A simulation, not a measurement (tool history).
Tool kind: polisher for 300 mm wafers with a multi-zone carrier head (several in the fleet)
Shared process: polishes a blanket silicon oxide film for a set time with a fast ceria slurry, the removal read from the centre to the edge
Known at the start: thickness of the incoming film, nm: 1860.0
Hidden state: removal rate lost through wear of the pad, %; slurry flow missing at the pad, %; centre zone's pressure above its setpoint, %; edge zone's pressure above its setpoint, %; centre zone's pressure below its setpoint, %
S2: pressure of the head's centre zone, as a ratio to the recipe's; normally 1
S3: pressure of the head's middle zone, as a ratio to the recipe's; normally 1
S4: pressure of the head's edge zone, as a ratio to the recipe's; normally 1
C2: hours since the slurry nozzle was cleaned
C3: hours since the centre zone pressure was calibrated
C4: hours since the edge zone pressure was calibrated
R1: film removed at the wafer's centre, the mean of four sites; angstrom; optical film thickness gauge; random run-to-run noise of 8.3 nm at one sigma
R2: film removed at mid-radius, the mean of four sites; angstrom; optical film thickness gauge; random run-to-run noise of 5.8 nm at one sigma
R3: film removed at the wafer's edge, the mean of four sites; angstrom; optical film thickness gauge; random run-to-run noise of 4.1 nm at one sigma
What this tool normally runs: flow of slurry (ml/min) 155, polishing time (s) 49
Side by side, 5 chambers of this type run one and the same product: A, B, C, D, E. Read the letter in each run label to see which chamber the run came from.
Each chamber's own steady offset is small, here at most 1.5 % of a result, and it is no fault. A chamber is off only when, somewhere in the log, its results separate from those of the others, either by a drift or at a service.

run 1A hour=5.8 | flow_of_slurry_(ml/min)=155 S2=1 S3=1 S4=1 polishing_time_(s)=49 | wafers_polished_on_this_pad=324 C2=207.3 C3=304.5 C4=168.1 | R1=6796.1 R2=6657.8 R3=6752.9
run 2B hour=11.7 | flow_of_slurry_(ml/min)=155 S2=1 S3=1 S4=1 polishing_time_(s)=49 | wafers_polished_on_this_pad=403 C2=250.1 C3=169.2 C4=968.4 | R1=6613.7 R2=6722.1 R3=6743.8
run 3D hour=19 | flow_of_slurry_(ml/min)=155 S2=1 S3=1 S4=1 polishing_time_(s)=49 | wafers_polished_on_this_pad=380 C2=216.1 C3=261.1 C4=284.5 | R1=6574.9 R2=6734.6 R3=6638
run 4C hour=22.9 | flow_of_slurry_(ml/min)=155 S2=1 S3=1 S4=1 polishing_time_(s)=49 | wafers_polished_on_this_pad=538 C2=45.7 C3=382 C4=42.5 | R1=6587.2 R2=6696.2 R3=6786.3
-- hour=26.9 chamber A: worn pad replaced by a new one
run 5E hour=28.3 | flow_of_slurry_(ml/min)=155 S2=1 S3=1 S4=1 polishing_time_(s)=49 | wafers_polished_on_this_pad=397 C2=260.4 C3=91.6 C4=848.5 | R1=6675.6 R2=6786.1 R3=6672.7
run 6A hour=34 | flow_of_slurry_(ml/min)=155 S2=1 S3=1 S4=1 polishing_time_(s)=49 | wafers_polished_on_this_pad=71 C2=235.5 C3=332.7 C4=196.3 | R1=6659.4 R2=6610.2 R3=6662.1
run 7B hour=39.6 | flow_of_slurry_(ml/min)=155 S2=1 S3=1 S4=1 polishing_time_(s)=49 | wafers_polished_on_this_pad=683 C2=278 C3=197.1 C4=996.3 | R1=6744.3 R2=6753.3 R3=6742.4
run 8D hour=43.3 | flow_of_slurry_(ml/min)=155 S2=1 S3=1.1 S4=1 polishing_time_(s)=49 | wafers_polished_on_this_pad=624 C2=240.4 C3=285.4 C4=308.8 | R1=6664 R2=7394.6 R3=6680.7
run 9C hour=51.7 | flow_of_slurry_(ml/min)=155 S2=1 S3=1.1 S4=1 polishing_time_(s)=49 | wafers_polished_on_this_pad=828 C2=74.5 C3=410.8 C4=71.3 | R1=6543.1 R2=7282.9 R3=6694.2
-- hour=54.8 chamber E: worn pad replaced by a new one
-- hour=57.4 chamber B: worn pad replaced by a new one
run 10E hour=58 | flow_of_slurry_(ml/min)=155 S2=1 S3=1.1 S4=1 polishing_time_(s)=49 | wafers_polished_on_this_pad=32 C2=290.1 C3=121.3 C4=878.2 | R1=6766.3 R2=7392.3 R3=6707.6
-- hour=62.9 chamber D: worn pad replaced by a new one
run 11A hour=63.9 | flow_of_slurry_(ml/min)=155 S2=1 S3=1.1 S4=1 polishing_time_(s)=49 | wafers_polished_on_this_pad=372 C2=265.4 C3=362.6 C4=226.2 | R1=6611.8 R2=7283.5 R3=6674.4
run 12C hour=72 | flow_of_slurry_(ml/min)=155 S2=1 S3=1.1 S4=1 polishing_time_(s)=49 | wafers_polished_on_this_pad=1032 C2=94.8 C3=431.1 C4=91.6 | R1=6716.9 R2=7351.4 R3=6706.6
run 13D hour=76.4 | flow_of_slurry_(ml/min)=155 S2=1 S3=1 S4=1 polishing_time_(s)=49 | wafers_polished_on_this_pad=136 C2=273.5 C3=318.5 C4=341.9 | R1=6651.2 R2=6747.6 R3=6790.2
-- hour=80.1 chamber A: worn pad replaced by a new one
run 14B hour=82.6 | flow_of_slurry_(ml/min)=155 S2=1 S3=1 S4=1 polishing_time_(s)=49 | wafers_polished_on_this_pad=253 C2=321 C3=240.1 C4=1039.3 | R1=6639.4 R2=6768.5 R3=6719.4
-- hour=83.6 chamber C: worn pad replaced by a new one
-- hour=88.4 chamber E: edge zone pressure recalibrated
run 15E hour=90.9 | flow_of_slurry_(ml/min)=155 S2=1 S3=1 S4=1 polishing_time_(s)=49 | wafers_polished_on_this_pad=363 C2=323 C3=154.2 C4=2.5 | R1=6648.6 R2=6570.2 R3=6735.4
-- hour=92.2 chamber D: edge zone pressure recalibrated
run 16E hour=98.7 | flow_of_slurry_(ml/min)=155 S2=1 S3=1 S4=1 polishing_time_(s)=49 | wafers_polished_on_this_pad=441 C2=330.8 C3=162 C4=10.3 | R1=6659.3 R2=6757.8 R3=6695.2
run 17D hour=106.2 | flow_of_slurry_(ml/min)=155 S2=1 S3=1 S4=1 polishing_time_(s)=49 | wafers_polished_on_this_pad=435 C2=303.3 C3=348.3 C4=14 | R1=6663.2 R2=6736.7 R3=6695.9
run 18C hour=110.1 | flow_of_slurry_(ml/min)=155 S2=1 S3=1 S4=1.06 polishing_time_(s)=57 | wafers_polished_on_this_pad=266 C2=132.9 C3=469.2 C4=129.7 | R1=7743.7 R2=7825.3 R3=8119.6
run 19A hour=116.5 | flow_of_slurry_(ml/min)=155 S2=1 S3=1 S4=1.06 polishing_time_(s)=57 | wafers_polished_on_this_pad=366 C2=318 C3=415.2 C4=278.8 | R1=7910.8 R2=7654.6 R3=8013.3
-- hour=119.7 chamber D: centre zone pressure recalibrated
-- hour=120.9 chamber E: worn pad replaced by a new one
run 20B hour=122.2 | flow_of_slurry_(ml/min)=155 S2=1 S3=1 S4=1.06 polishing_time_(s)=57 | wafers_polished_on_this_pad=651 C2=360.6 C3=279.7 C4=1078.9 | R1=7919.2 R2=7862.3 R3=8048.6
-- hour=125.9 chamber A: worn pad replaced by a new one
run 21B hour=127.7 | flow_of_slurry_(ml/min)=155 S2=1 S3=1 S4=1.06 polishing_time_(s)=57 | wafers_polished_on_this_pad=706 C2=366.1 C3=285.2 C4=1084.4 | R1=7867.2 R2=7867.6 R3=8107.9
run 22E hour=134.7 | flow_of_slurry_(ml/min)=155 S2=1 S3=1 S4=1.06 polishing_time_(s)=57 | wafers_polished_on_this_pad=139 C2=366.8 C3=198 C4=46.3 | R1=8008.5 R2=7767.6 R3=8099.9
run 23A hour=139.6 | flow_of_slurry_(ml/min)=155 S2=1 S3=1 S4=1 polishing_time_(s)=49 | wafers_polished_on_this_pad=138 C2=341.1 C3=438.3 C4=301.9 | R1=6784.8 R2=6585.4 R3=6706.1
run 24D hour=144.3 | flow_of_slurry_(ml/min)=155 S2=1 S3=1 S4=1 polishing_time_(s)=49 | wafers_polished_on_this_pad=818 C2=341.4 C3=24.6 C4=52.1 | R1=6182.4 R2=6733.5 R3=6685.9
-- hour=145.9 chamber D: worn pad replaced by a new one
run 25C hour=151.1 | flow_of_slurry_(ml/min)=155 S2=1 S3=1 S4=1 polishing_time_(s)=49 | wafers_polished_on_this_pad=679 C2=173.9 C3=510.2 C4=170.7 | R1=6739.5 R2=6589.9 R3=6700.9
-- hour=157 chamber B: worn pad replaced by a new one
run 26B hour=159.5 | flow_of_slurry_(ml/min)=155 S2=1 S3=1 S4=1 polishing_time_(s)=49 | wafers_polished_on_this_pad=25 C2=397.9 C3=317 C4=1116.2 | R1=6685.1 R2=6691.8 R3=6781.9
run 27C hour=166.3 | flow_of_slurry_(ml/min)=155 S2=1 S3=1 S4=1 polishing_time_(s)=49 | wafers_polished_on_this_pad=831 C2=189.1 C3=525.4 C4=185.9 | R1=6524 R2=6758.3 R3=6763.4
-- hour=172.4 chamber A: worn pad replaced by a new one
run 28E hour=173.4 | flow_of_slurry_(ml/min)=115 S2=1 S3=1 S4=1 polishing_time_(s)=49 | wafers_polished_on_this_pad=528 C2=405.5 C3=236.7 C4=85 | R1=6263.9 R2=6238.3 R3=6422.2
run 29A hour=177.9 | flow_of_slurry_(ml/min)=115 S2=1 S3=1 S4=1 polishing_time_(s)=49 | wafers_polished_on_this_pad=55 C2=379.4 C3=476.6 C4=340.2 | R1=6373 R2=6218.4 R3=6428.5
run 30D hour=182.2 | flow_of_slurry_(ml/min)=115 S2=1 S3=1 S4=1 polishing_time_(s)=49 | wafers_polished_on_this_pad=365 C2=379.3 C3=62.5 C4=90 | R1=5618 R2=6329.2 R3=6404.1
run 31C hour=189.1 | flow_of_slurry_(ml/min)=115 S2=1 S3=1 S4=1 polishing_time_(s)=49 | wafers_polished_on_this_pad=1061 C2=211.9 C3=548.2 C4=208.7 | R1=6294.8 R2=6270.4 R3=6494.3
run 32D hour=194.5 | flow_of_slurry_(ml/min)=115 S2=1 S3=1 S4=1 polishing_time_(s)=49 | wafers_polished_on_this_pad=489 C2=391.6 C3=74.8 C4=102.3 | R1=5661.8 R2=6230 R3=6445.7
run 33B hour=201 | flow_of_slurry_(ml/min)=155 S2=1 S3=1 S4=1 polishing_time_(s)=49 | wafers_polished_on_this_pad=442 C2=439.4 C3=358.5 C4=1157.7 | R1=6813.2 R2=6708.4 R3=6722.3

All 5 chambers run these settings next. Forecast each chamber's results:
run 34A hour=207.1 | flow_of_slurry_(ml/min)=155 S2=1 S3=1 S4=1 polishing_time_(s)=37 | R1=? R2=? R3=?
run 34B hour=207.1 | flow_of_slurry_(ml/min)=155 S2=1 S3=1 S4=1 polishing_time_(s)=37 | R1=? R2=? R3=?
run 34C hour=207.1 | flow_of_slurry_(ml/min)=155 S2=1 S3=1 S4=1 polishing_time_(s)=37 | R1=? R2=? R3=?
run 34D hour=207.1 | flow_of_slurry_(ml/min)=155 S2=1 S3=1 S4=1 polishing_time_(s)=37 | R1=? R2=? R3=?
run 34E hour=207.1 | flow_of_slurry_(ml/min)=155 S2=1 S3=1 S4=1 polishing_time_(s)=37 | R1=? R2=? R3=?

run=34A R1=5210.9 R2=5017.1 R3=5037.8
run=34B R1=5178.6 R2=5083.1 R3=5073.1
run=34C R1=4959 R2=5011.6 R3=5083.2
run=34D R1=4626.1 R2=5059.5 R3=5059.4
run=34E R1=4942.8 R2=5111 R3=5063.2
